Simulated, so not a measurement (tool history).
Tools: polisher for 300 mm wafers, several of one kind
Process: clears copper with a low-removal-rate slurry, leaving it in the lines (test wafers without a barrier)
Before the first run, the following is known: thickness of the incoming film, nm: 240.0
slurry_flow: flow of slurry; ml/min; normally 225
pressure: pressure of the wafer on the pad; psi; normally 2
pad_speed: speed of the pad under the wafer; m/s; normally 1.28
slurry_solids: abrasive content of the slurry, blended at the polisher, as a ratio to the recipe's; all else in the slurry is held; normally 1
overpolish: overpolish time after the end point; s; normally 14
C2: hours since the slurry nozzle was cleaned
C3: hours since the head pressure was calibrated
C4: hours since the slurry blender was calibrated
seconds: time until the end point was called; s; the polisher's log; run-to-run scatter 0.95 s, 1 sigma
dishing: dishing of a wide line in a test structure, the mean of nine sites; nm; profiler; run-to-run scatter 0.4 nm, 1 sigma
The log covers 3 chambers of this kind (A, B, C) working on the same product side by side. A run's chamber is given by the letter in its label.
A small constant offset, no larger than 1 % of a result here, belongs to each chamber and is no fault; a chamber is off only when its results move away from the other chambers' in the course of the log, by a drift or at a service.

At hour 4.2: chamber A: slurry blender recalibrated.
At hour 6.2: chamber A: worn pad replaced by a new one.
Run 1A, hour 14.7: usual settings; wafers polished on this pad 50; C2 575.0; C3 866.0; C4 10.5. Result: seconds 84.593 s, dishing 28.807 nm.
Run 2B, hour 25.6: usual settings; wafers polished on this pad 480; C2 83.3; C3 1565.8; C4 147.8. Result: seconds 84.833 s, dishing 27.818 nm.
At hour 27.0: chamber B: head pressure recalibrated.
Run 3C, hour 33.0: usual settings; wafers polished on this pad 621; C2 335.8; C3 434.9; C4 256.1. Result: seconds 83.950 s, dishing 28.573 nm.
At hour 45.8: chamber B: slurry blender recalibrated.
Run 4C, hour 45.8: usual settings; wafers polished on this pad 697; C2 348.6; C3 447.7; C4 268.9. Result: seconds 83.579 s, dishing 28.507 nm.
At hour 50.8: chamber C: slurry blender recalibrated.
Run 5B, hour 53.7: usual settings; wafers polished on this pad 646; C2 111.4; C3 26.7; C4 7.9. Result: seconds 82.714 s, dishing 28.452 nm.
Run 6A, hour 66.6: usual settings; wafers polished on this pad 357; C2 626.9; C3 917.9; C4 62.4. Result: seconds 85.354 s, dishing 27.993 nm.
At hour 67.6: chamber A: slurry nozzle cleaned.
Run 7C, hour 78.2: usual settings but slurry_flow 180 ml/min, pad_speed 1.44 m/s; wafers polished on this pad 888; C2 381.0; C3 480.1; C4 27.5. Result: seconds 75.950 s, dishing 30.971 nm.
At hour 81.3: chamber A: head pressure recalibrated.
Run 8B, hour 86.4: usual settings but slurry_flow 180 ml/min, pad_speed 1.44 m/s; wafers polished on this pad 839; C2 144.1; C3 59.4; C4 40.6. Result: seconds 74.985 s, dishing 31.492 nm.
Run 9A, hour 97.8: usual settings but slurry_flow 180 ml/min, pad_speed 1.44 m/s; wafers polished on this pad 541; C2 30.2; C3 16.5; C4 93.6. Result: seconds 76.485 s, dishing 30.603 nm.
Run 10A, hour 113.1: usual settings; wafers polished on this pad 631; C2 45.5; C3 31.8; C4 108.9. Result: seconds 83.589 s, dishing 28.886 nm.
At hour 115.9: chamber A: worn pad replaced by a new one.
Run 11C, hour 121.4: usual settings; wafers polished on this pad 1143; C2 424.2; C3 523.3; C4 70.7. Result: seconds 83.207 s, dishing 28.033 nm.
At hour 128.0: chamber A: slurry blender recalibrated.
At hour 133.7: chamber C: worn pad replaced by a new one.
Run 12B, hour 134.4: usual settings; wafers polished on this pad 1123; C2 192.1; C3 107.4; C4 88.6. Result: seconds 82.559 s, dishing 28.866 nm.
Run 13B, hour 146.6: usual settings; wafers polished on this pad 1195; C2 204.3; C3 119.6; C4 100.8. Result: seconds 83.165 s, dishing 27.614 nm.
Run 14A, hour 155.0: usual settings; wafers polished on this pad 231; C2 87.4; C3 73.7; C4 27.1. Result: seconds 83.666 s, dishing 28.007 nm.
Run 15C, hour 165.4: usual settings; wafers polished on this pad 187; C2 468.2; C3 567.3; C4 114.7. Result: seconds 81.420 s, dishing 28.588 nm.
At hour 168.7: chamber B: worn pad replaced by a new one.
Run 16C, hour 173.3: usual settings; wafers polished on this pad 234; C2 476.1; C3 575.2; C4 122.6. Result: seconds 82.139 s, dishing 27.728 nm.
Run 17B, hour 186.6: usual settings; wafers polished on this pad 106; C2 244.3; C3 159.6; C4 140.8. Result: seconds 82.475 s, dishing 28.430 nm.
At hour 193.4: chamber B: slurry blender recalibrated.
Run 18A, hour 199.6: usual settings; wafers polished on this pad 494; C2 132.0; C3 118.3; C4 71.7. Result: seconds 83.379 s, dishing 28.485 nm.
Run 19A, hour 207.6: usual settings; wafers polished on this pad 541; C2 140.0; C3 126.3; C4 79.7. Result: seconds 83.806 s, dishing 27.976 nm.
Run 20B, hour 221.9: usual settings; wafers polished on this pad 314; C2 279.6; C3 194.9; C4 28.6. Result: seconds 82.088 s, dishing 28.344 nm.
At hour 232.4: chamber A: slurry blender recalibrated.
Run 21C, hour 234.5: usual settings; wafers polished on this pad 595; C2 537.3; C3 636.4; C4 183.8. Result: seconds 82.562 s, dishing 28.102 nm.
At hour 239.1: chamber A: worn pad replaced by a new one.
Run 22C, hour 245.8: usual settings; wafers polished on this pad 662; C2 548.6; C3 647.7; C4 195.1. Result: seconds 82.936 s, dishing 28.909 nm.
Run 23A, hour 254.2: usual settings; wafers polished on this pad 89; C2 186.6; C3 172.9; C4 21.8. Result: seconds 83.661 s, dishing 28.385 nm.
Run 24B, hour 263.6: usual settings; wafers polished on this pad 561; C2 321.3; C3 236.6; C4 70.3. Result: seconds 83.305 s, dishing 28.307 nm.
Run 25B, hour 277.6: usual settings; wafers polished on this pad 643; C2 335.3; C3 250.6; C4 84.3. Result: seconds 83.453 s, dishing 28.733 nm.
Run 26C, hour 289.6: usual settings; wafers polished on this pad 921; C2 592.4; C3 691.5; C4 238.9. Result: seconds 84.081 s, dishing 27.586 nm.
Run 27A, hour 304.0: usual settings but pad_speed 1.70 m/s; wafers polished on this pad 383; C2 236.4; C3 222.7; C4 71.6. Result: seconds 64.240 s, dishing 35.785 nm.
Run 28A, hour 312.4: usual settings but pad_speed 1.70 m/s; wafers polished on this pad 433; C2 244.8; C3 231.1; C4 80.0. Result: seconds 62.864 s, dishing 36.205 nm.

Is one chamber out of step, is the gauge drifting, or do the chambers differ by no more than their own small offsets? For an off chamber, give its letter and the likeliest cause.

No chamber stands off beyond its own small offset, and the gauge holds steady.
